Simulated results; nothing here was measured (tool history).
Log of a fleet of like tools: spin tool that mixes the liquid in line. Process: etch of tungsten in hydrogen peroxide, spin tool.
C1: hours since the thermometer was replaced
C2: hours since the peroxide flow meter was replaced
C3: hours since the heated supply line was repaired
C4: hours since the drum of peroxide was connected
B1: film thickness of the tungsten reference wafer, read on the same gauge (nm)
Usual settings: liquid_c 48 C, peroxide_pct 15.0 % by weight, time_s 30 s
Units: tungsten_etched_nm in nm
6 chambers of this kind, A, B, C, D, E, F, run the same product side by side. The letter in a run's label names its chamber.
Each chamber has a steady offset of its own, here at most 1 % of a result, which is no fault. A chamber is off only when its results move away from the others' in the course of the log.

{"run": "1C", "hour": 5.1, "liquid_c": 48, "peroxide_pct": 15.0, "time_s": 30, "C1": 879.5, "C2": 382.0, "C3": 832.1, "C4": 31.8, "B1": 100.0, "tungsten_etched_nm": 44.868}
{"run": "2D", "hour": 11.7, "liquid_c": 48, "peroxide_pct": 15.0, "time_s": 30, "C1": 937.3, "C2": 735.3, "C3": 1314.6, "C4": 225.4, "B1": 99.99, "tungsten_etched_nm": 45.205}
{"run": "3E", "hour": 18.8, "liquid_c": 48, "peroxide_pct": 15.0, "time_s": 30, "C1": 841.1, "C2": 1267.9, "C3": 1910.1, "C4": 363.6, "B1": 99.987, "tungsten_etched_nm": 45.505}
{"run": "4B", "hour": 24.7, "liquid_c": 48, "peroxide_pct": 15.0, "time_s": 30, "C1": 1001.7, "C2": 59.8, "C3": 582.1, "C4": 761.1, "B1": 99.971, "tungsten_etched_nm": 46.431}
{"run": "5A", "hour": 31.5, "liquid_c": 48, "peroxide_pct": 15.0, "time_s": 30, "C1": 518.3, "C2": 227.4, "C3": 311.3, "C4": 163.3, "B1": 99.988, "tungsten_etched_nm": 46.22}
{"run": "6F", "hour": 38.2, "liquid_c": 44, "peroxide_pct": 12.0, "time_s": 30, "C1": 370.6, "C2": 1340.9, "C3": 209.7, "C4": 43.6, "B1": 99.994, "tungsten_etched_nm": 31.589}
{"run": "7F", "hour": 46.2, "liquid_c": 44, "peroxide_pct": 12.0, "time_s": 30, "C1": 378.6, "C2": 1348.9, "C3": 217.7, "C4": 51.6, "B1": 100.0, "tungsten_etched_nm": 31.199}
{"hour": 46.4, "done": "chamber C: thermometer replaced"}
{"run": "8B", "hour": 51.5, "liquid_c": 44, "peroxide_pct": 12.0, "time_s": 30, "C1": 1028.5, "C2": 86.6, "C3": 608.9, "C4": 787.9, "B1": 100.02, "tungsten_etched_nm": 32.035}
{"run": "9A", "hour": 56.3, "liquid_c": 44, "peroxide_pct": 12.0, "time_s": 30, "C1": 543.1, "C2": 252.2, "C3": 336.1, "C4": 188.1, "B1": 99.971, "tungsten_etched_nm": 31.397}
{"run": "10D", "hour": 61.8, "liquid_c": 44, "peroxide_pct": 12.0, "time_s": 30, "C1": 987.4, "C2": 785.4, "C3": 1364.7, "C4": 275.5, "B1": 99.979, "tungsten_etched_nm": 31.377}
{"run": "11E", "hour": 68.5, "liquid_c": 44, "peroxide_pct": 12.0, "time_s": 30, "C1": 890.8, "C2": 1317.6, "C3": 1959.8, "C4": 413.3, "B1": 100.0, "tungsten_etched_nm": 32.16}
{"run": "12C", "hour": 74.3, "liquid_c": 48, "peroxide_pct": 15.0, "time_s": 30, "C1": 28.0, "C2": 451.2, "C3": 901.3, "C4": 101.0, "B1": 100.01, "tungsten_etched_nm": 45.192}
{"run": "13D", "hour": 82.2, "liquid_c": 48, "peroxide_pct": 15.0, "time_s": 30, "C1": 1007.8, "C2": 805.8, "C3": 1385.1, "C4": 295.9, "B1": 100.0, "tungsten_etched_nm": 45.626}
{"run": "14C", "hour": 87.3, "liquid_c": 48, "peroxide_pct": 15.0, "time_s": 30, "C1": 41.0, "C2": 464.2, "C3": 914.3, "C4": 114.0, "B1": 100.02, "tungsten_etched_nm": 45.394}
{"run": "15B", "hour": 97.0, "liquid_c": 48, "peroxide_pct": 15.0, "time_s": 30, "C1": 1074.0, "C2": 132.1, "C3": 654.4, "C4": 833.4, "B1": 99.984, "tungsten_etched_nm": 46.175}
{"run": "16F", "hour": 105.9, "liquid_c": 48, "peroxide_pct": 15.0, "time_s": 30, "C1": 438.3, "C2": 1408.6, "C3": 277.4, "C4": 111.3, "B1": 100.02, "tungsten_etched_nm": 45.029}
{"run": "17E", "hour": 111.7, "liquid_c": 48, "peroxide_pct": 15.0, "time_s": 30, "C1": 934.0, "C2": 1360.8, "C3": 2003.0, "C4": 456.5, "B1": 100.01, "tungsten_etched_nm": 46.462}
{"run": "18A", "hour": 118.5, "liquid_c": 48, "peroxide_pct": 15.0, "time_s": 30, "C1": 605.3, "C2": 314.4, "C3": 398.3, "C4": 250.3, "B1": 100.02, "tungsten_etched_nm": 45.342}
{"run": "19F", "hour": 126.7, "liquid_c": 51, "peroxide_pct": 15.0, "time_s": 30, "C1": 459.1, "C2": 1429.4, "C3": 298.2, "C4": 132.1, "B1": 100.03, "tungsten_etched_nm": 55.912}
{"run": "20A", "hour": 135.6, "liquid_c": 51, "peroxide_pct": 15.0, "time_s": 30, "C1": 622.4, "C2": 331.5, "C3": 415.4, "C4": 267.4, "B1": 100.03, "tungsten_etched_nm": 54.978}
{"run": "21B", "hour": 141.4, "liquid_c": 51, "peroxide_pct": 15.0, "time_s": 30, "C1": 1118.4, "C2": 176.5, "C3": 698.8, "C4": 877.8, "B1": 100.02, "tungsten_etched_nm": 54.922}
{"run": "22E", "hour": 146.9, "liquid_c": 51, "peroxide_pct": 15.0, "time_s": 30, "C1": 969.2, "C2": 1396.0, "C3": 2038.2, "C4": 491.7, "B1": 100.02, "tungsten_etched_nm": 55.32}
{"run": "23D", "hour": 156.5, "liquid_c": 51, "peroxide_pct": 15.0, "time_s": 30, "C1": 1082.1, "C2": 880.1, "C3": 1459.4, "C4": 370.2, "B1": 99.979, "tungsten_etched_nm": 54.681}
{"run": "24C", "hour": 163.5, "liquid_c": 51, "peroxide_pct": 15.0, "time_s": 30, "C1": 117.2, "C2": 540.4, "C3": 990.5, "C4": 190.2, "B1": 100.01, "tungsten_etched_nm": 54.543}
{"run": "25D", "hour": 172.2, "liquid_c": 48, "peroxide_pct": 15.0, "time_s": 30, "C1": 1097.8, "C2": 895.8, "C3": 1475.1, "C4": 385.9, "B1": 99.948, "tungsten_etched_nm": 45.791}
{"run": "26A", "hour": 181.5, "liquid_c": 48, "peroxide_pct": 15.0, "time_s": 30, "C1": 668.3, "C2": 377.4, "C3": 461.3, "C4": 313.3, "B1": 99.994, "tungsten_etched_nm": 44.857}
{"run": "27F", "hour": 191.0, "liquid_c": 48, "peroxide_pct": 15.0, "time_s": 30, "C1": 523.4, "C2": 1493.7, "C3": 362.5, "C4": 196.4, "B1": 100.03, "tungsten_etched_nm": 45.211}
{"run": "28B", "hour": 197.7, "liquid_c": 48, "peroxide_pct": 15.0, "time_s": 30, "C1": 1174.7, "C2": 232.8, "C3": 755.1, "C4": 934.1, "B1": 100.0, "tungsten_etched_nm": 46.012}
{"run": "29E", "hour": 203.7, "liquid_c": 48, "peroxide_pct": 15.0, "time_s": 30, "C1": 1026.0, "C2": 1452.8, "C3": 2095.0, "C4": 548.5, "B1": 100.02, "tungsten_etched_nm": 45.906}
{"run": "30C", "hour": 208.8, "liquid_c": 48, "peroxide_pct": 15.0, "time_s": 30, "C1": 162.5, "C2": 585.7, "C3": 1035.8, "C4": 235.5, "B1": 99.992, "tungsten_etched_nm": 44.939}
{"hour": 214.2, "done": "chamber D: new drum of peroxide connected"}
{"run": "31A", "hour": 218.6, "liquid_c": 48, "peroxide_pct": 15.0, "time_s": 30, "C1": 705.4, "C2": 414.5, "C3": 498.4, "C4": 350.4, "B1": 100.03, "tungsten_etched_nm": 45.705}
{"run": "32F", "hour": 226.7, "liquid_c": 48, "peroxide_pct": 12.0, "time_s": 30, "C1": 559.1, "C2": 1529.4, "C3": 398.2, "C4": 232.1, "B1": 100.0, "tungsten_etched_nm": 40.864}
{"run": "33B", "hour": 231.2, "liquid_c": 48, "peroxide_pct": 12.0, "time_s": 30, "C1": 1208.2, "C2": 266.3, "C3": 788.6, "C4": 967.6, "B1": 99.987, "tungsten_etched_nm": 41.688}
{"run": "34C", "hour": 237.2, "liquid_c": 48, "peroxide_pct": 12.0, "time_s": 30, "C1": 190.9, "C2": 614.1, "C3": 1064.2, "C4": 263.9, "B1": 99.997, "tungsten_etched_nm": 39.973}
{"run": "35D", "hour": 244.0, "liquid_c": 48, "peroxide_pct": 12.0, "time_s": 30, "C1": 1169.6, "C2": 967.6, "C3": 1546.9, "C4": 29.9, "B1": 99.963, "tungsten_etched_nm": 40.887}
{"run": "36E", "hour": 252.0, "liquid_c": 48, "peroxide_pct": 12.0, "time_s": 30, "C1": 1074.3, "C2": 1501.1, "C3": 2143.3, "C4": 596.8, "B1": 99.989, "tungsten_etched_nm": 40.903}
{"run": "37A", "hour": 258.6, "liquid_c": 48, "peroxide_pct": 12.0, "time_s": 30, "C1": 745.4, "C2": 454.5, "C3": 538.4, "C4": 390.4, "B1": 99.961, "tungsten_etched_nm": 40.899}
{"run": "38D", "hour": 267.0, "liquid_c": 48, "peroxide_pct": 15.0, "time_s": 30, "C1": 1192.6, "C2": 990.6, "C3": 1569.9, "C4": 52.9, "B1": 100.03, "tungsten_etched_nm": 45.386}
{"run": "39C", "hour": 275.8, "liquid_c": 48, "peroxide_pct": 15.0, "time_s": 30, "C1": 229.5, "C2": 652.7, "C3": 1102.8, "C4": 302.5, "B1": 100.03, "tungsten_etched_nm": 45.862}
{"run": "40E", "hour": 285.7, "liquid_c": 48, "peroxide_pct": 15.0, "time_s": 30, "C1": 1108.0, "C2": 1534.8, "C3": 2177.0, "C4": 630.5, "B1": 100.01, "tungsten_etched_nm": 45.621}
{"run": "41F", "hour": 291.8, "liquid_c": 48, "peroxide_pct": 15.0, "time_s": 30, "C1": 624.2, "C2": 1594.5, "C3": 463.3, "C4": 297.2, "B1": 100.03, "tungsten_etched_nm": 46.262}
{"run": "42B", "hour": 296.3, "liquid_c": 48, "peroxide_pct": 12.5, "time_s": 15, "C1": 1273.3, "C2": 331.4, "C3": 853.7, "C4": 1032.7, "B1": 99.996, "tungsten_etched_nm": 20.961}

All 6 chambers run these settings next. Forecast each chamber's results:
{"run": "43A", "hour": 303.4, "liquid_c": 56, "peroxide_pct": 15.0, "time_s": 30, "tungsten_etched_nm": "?"}
{"run": "43B", "hour": 303.4, "liquid_c": 56, "peroxide_pct": 15.0, "time_s": 30, "tungsten_etched_nm": "?"}
{"run": "43C", "hour": 303.4, "liquid_c": 56, "peroxide_pct": 15.0, "time_s": 30, "tungsten_etched_nm": "?"}
{"run": "43D", "hour": 303.4, "liquid_c": 56, "peroxide_pct": 15.0, "time_s": 30, "tungsten_etched_nm": "?"}
{"run": "43E", "hour": 303.4, "liquid_c": 56, "peroxide_pct": 15.0, "time_s": 30, "tungsten_etched_nm": "?"}
{"run": "43F", "hour": 303.4, "liquid_c": 56, "peroxide_pct": 15.0, "time_s": 30, "tungsten_etched_nm": "?"}

run=43A tungsten_etched_nm=74.799
run=43B tungsten_etched_nm=73.290
run=43C tungsten_etched_nm=72.718
run=43D tungsten_etched_nm=74.069
run=43E tungsten_etched_nm=73.845
run=43F tungsten_etched_nm=73.142

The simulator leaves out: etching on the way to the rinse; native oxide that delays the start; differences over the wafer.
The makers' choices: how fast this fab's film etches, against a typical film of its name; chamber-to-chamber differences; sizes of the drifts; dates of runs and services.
